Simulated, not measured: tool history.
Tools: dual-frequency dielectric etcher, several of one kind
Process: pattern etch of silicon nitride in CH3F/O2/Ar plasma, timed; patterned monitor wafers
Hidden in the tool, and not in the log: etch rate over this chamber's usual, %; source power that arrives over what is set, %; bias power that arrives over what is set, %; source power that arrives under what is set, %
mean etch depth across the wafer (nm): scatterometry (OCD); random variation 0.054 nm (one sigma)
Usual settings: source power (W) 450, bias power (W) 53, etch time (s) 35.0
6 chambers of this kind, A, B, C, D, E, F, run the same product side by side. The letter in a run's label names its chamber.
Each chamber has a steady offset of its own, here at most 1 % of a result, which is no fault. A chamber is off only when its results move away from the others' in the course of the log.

run,hour,source power (W),bias power (W),etch time (s),hours since the last wet clean,hours since the last source power generator calibration,hours since the last bias power generator calibration,"read-back reference wafer on the same gauge, depth_nm",mean etch depth across the wafer (nm)
1F,4.1,450,53,35.0,90.4,2049.3,542.7,24.203,23.368
2B,12.7,450,53,35.0,14.7,1741.6,774.2,24.199,23.062
3E,19.9,450,53,35.0,85.0,1615.0,794.3,24.197,23.078
4D,26.3,450,53,35.0,319.7,2930.2,3539.2,24.191,23.029
5C,34.3,450,53,35.0,147.2,2135.6,2276.8,24.200,23.064
6A,42.3,450,53,35.0,478.9,481.8,1385.3,24.196,23.196
7F,47.2,380,53,28.5,133.5,2092.4,585.8,24.215,17.729
8B,54.1,380,53,28.5,56.1,1783.0,815.6,24.218,17.601
9A,60.1,380,53,28.5,496.7,499.6,1403.1,24.209,17.744
10D,68.7,380,53,28.5,362.1,2972.6,3581.6,24.199,17.532
# hour 73.2: chamber D: wet clean of the chamber
11C,75.1,380,53,28.5,188.0,2176.4,2317.6,24.202,17.703
12E,79.9,380,53,28.5,145.0,1675.0,854.3,24.191,17.481
# hour 83.3: chamber A: wet clean of the chamber
13B,85.1,450,53,35.0,87.1,1814.0,846.6,24.210,23.150
14F,91.7,450,53,35.0,178.0,2136.9,630.3,24.195,23.354
15A,96.9,490,53,35.0,13.6,536.4,1439.9,24.203,23.959
16C,105.3,490,53,35.0,218.2,2206.6,2347.8,24.208,23.880
# hour 107.1: chamber D: bias power generator calibrated
17E,109.7,490,53,35.0,174.8,1704.8,884.1,24.195,23.855
18D,114.0,490,53,35.0,40.9,3017.9,6.9,24.195,23.868
19A,121.5,490,53,35.0,38.2,561.0,1464.5,24.199,23.986
20D,126.5,490,53,35.0,53.4,3030.4,19.4,24.202,23.829
21F,131.8,370,44,35.0,218.1,2177.0,670.4,24.202,20.403
22E,139.1,370,44,35.0,204.2,1734.2,913.5,24.196,20.059
23B,146.1,370,44,35.0,148.1,1875.0,907.6,24.196,20.245
24C,150.3,370,44,35.0,263.2,2251.6,2392.8,24.207,20.251
25D,156.4,370,44,35.0,83.3,3060.3,49.3,24.186,20.021
26F,162.0,370,44,35.0,248.3,2207.2,700.6,24.198,20.462
27B,168.2,450,53,43.5,170.2,1897.1,929.7,24.199,28.708
28C,172.9,450,53,43.5,285.8,2274.2,2415.4,24.199,28.797
29E,178.0,450,53,43.5,243.1,1773.1,952.4,24.211,28.590
30A,185.9,450,53,43.5,102.6,625.4,1528.9,24.199,28.820
31B,191.9,450,53,43.5,193.9,1920.8,953.4,24.193,28.661
32C,200.0,450,53,43.5,312.9,2301.3,2442.5,24.194,28.780
33A,205.1,450,53,27.0,121.8,644.6,1548.1,24.188,17.935
34D,211.6,450,53,27.0,138.5,3115.5,104.5,24.186,17.758
35F,215.9,450,53,27.0,302.2,2261.1,754.5,24.202,17.923
36E,224.1,450,53,27.0,289.2,1819.2,998.5,24.199,17.700
37C,232.7,450,53,27.0,345.6,2334.0,2475.2,24.183,17.810

Is one chamber off against the others, does the gauge drift, or is nothing wrong? If a chamber is off, say which, and what the likeliest cause is.

No chamber stands off beyond its own small offset, and the gauge holds steady.
